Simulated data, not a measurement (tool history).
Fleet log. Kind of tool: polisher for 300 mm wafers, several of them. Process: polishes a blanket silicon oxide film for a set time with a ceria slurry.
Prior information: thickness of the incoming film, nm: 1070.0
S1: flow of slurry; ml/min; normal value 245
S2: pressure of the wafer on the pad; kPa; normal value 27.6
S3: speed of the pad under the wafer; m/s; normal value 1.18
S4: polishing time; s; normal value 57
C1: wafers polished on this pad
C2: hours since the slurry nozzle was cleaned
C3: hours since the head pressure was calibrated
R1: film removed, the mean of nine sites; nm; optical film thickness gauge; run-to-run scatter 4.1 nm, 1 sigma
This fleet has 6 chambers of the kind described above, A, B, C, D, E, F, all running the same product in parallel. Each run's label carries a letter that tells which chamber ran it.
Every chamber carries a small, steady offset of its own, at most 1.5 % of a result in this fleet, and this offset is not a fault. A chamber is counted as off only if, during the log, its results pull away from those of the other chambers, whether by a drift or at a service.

run   hour   S1    S2    S3  S4    C1     C2      C3      R1
 1B    8.1  245  27.6  1.18  57   264   98.0    12.3  383.52
      12.1  -- chamber A: slurry nozzle cleaned
 2E   17.0  245  27.6  1.18  57   798   88.0   342.5  385.30
      19.2  -- chamber A: worn pad replaced by a new one
      21.3  -- chamber C: worn pad replaced by a new one
      22.6  -- chamber D: worn pad replaced by a new one
 3A   26.1  245  27.6  1.18  57    86   14.0   224.6  393.42
 4C   31.6  245  27.6  1.18  57   128  354.9  1024.3  382.84
      33.8  -- chamber F: worn pad replaced by a new one
 5F   41.6  245  27.6  1.18  57    96  241.9   844.3  377.53
      44.6  -- chamber E: worn pad replaced by a new one
 6D   52.2  245  27.6  1.18  57   366  113.2   577.0  378.55
 7B   61.2  245  27.6  1.18  57   922  151.1    65.4  395.91
 8F   66.1  245  27.6  1.18  57   400  266.4   868.8  390.79
      69.0  -- chamber D: worn pad replaced by a new one
      69.2  -- chamber A: worn pad replaced by a new one
 9A   71.5  245  27.6  0.82  57    29   59.4   270.0  275.63
10C   76.6  245  27.6  0.82  57   685  399.9  1069.3  263.63
      87.0  -- chamber A: head pressure recalibrated
11D   87.2  245  27.6  0.82  57   226  148.2   612.0  268.44
12E   94.8  245  27.6  0.82  57   622  165.8   420.3  263.86
     102.0  -- chamber C: head pressure recalibrated
13E  105.2  245  27.6  0.82  57   751  176.2   430.7  265.47
14A  110.9  245  27.6  0.82  57   516   98.8    24.0  274.90
     114.7  -- chamber B: worn pad replaced by a new one
15F  117.1  280  34.5  1.18  57  1031  317.4   919.8  483.28
16C  124.0  280  34.5  1.18  57  1271  447.3    22.0  477.07
     126.8  -- chamber D: worn pad replaced by a new one
     128.4  -- chamber A: worn pad replaced by a new one
17B  132.4  280  34.5  1.18  57   219  222.3   136.6  491.42
     139.3  -- chamber D: head pressure recalibrated
     140.2  -- chamber C: worn pad replaced by a new one
18D  141.3  280  34.5  1.18  57   180  202.3     2.1  491.36
     146.9  -- chamber E: worn pad replaced by a new one
19D  147.9  280  34.5  1.18  57   261  208.9     8.7  490.03
     150.8  -- chamber F: worn pad replaced by a new one
20C  158.6  280  34.5  1.18  57   228  481.9    56.6  481.76
21A  163.4  245  27.6  1.18  57   433  151.3    76.5  381.36
22B  168.8  245  27.6  1.18  57   669  258.7   173.0  389.63
23E  175.0  245  27.6  1.18  47   348  246.0   500.5  313.86
24F  181.7  245  27.6  1.18  47   382  382.0   984.4  305.82
     185.5  -- chamber A: worn pad replaced by a new one
     186.5  -- chamber D: worn pad replaced by a new one
25B  187.3  245  27.6  1.18  47   898  277.2   191.5  318.85
     191.5  -- chamber C: slurry nozzle cleaned
26C  193.1  245  27.6  1.18  47   655    1.7    91.1  313.34
27A  198.4  245  27.6  1.18  47   160  186.3   111.5  321.47
28D  206.5  245  27.6  1.18  47   248  267.5    67.3  317.24
29F  216.7  245  27.6  1.18  57   816  417.0  1019.4  386.15
30E  221.6  245  27.6  1.18  57   924  292.6   547.1  380.16
31A  227.8  245  27.6  1.18  57   524  215.7   140.9  387.51
32E  233.0  245  27.6  1.18  57  1065  304.0   558.5  375.19
     236.0  -- chamber B: worn pad replaced by a new one
     237.5  -- chamber D: worn pad replaced by a new one
33D  238.6  245  27.6  1.18  57    14  299.6    99.4  386.98
34C  243.6  245  27.6  1.18  57  1280   52.2   141.6  382.26
     245.5  -- chamber F: worn pad replaced by a new one
     245.8  -- chamber F: head pressure recalibrated
35F  253.7  245  27.6  1.18  57   102  454.0     8.0  390.89
36B  262.4  245  27.6  1.18  57   326  352.3   266.6  389.96

Is one chamber off against the others, does the gauge drift, or is nothing wrong? If a chamber is off, say which, and what the likeliest cause is.

The fleet is healthy, with each chamber sitting at its usual small offset and no drift in the gauge.
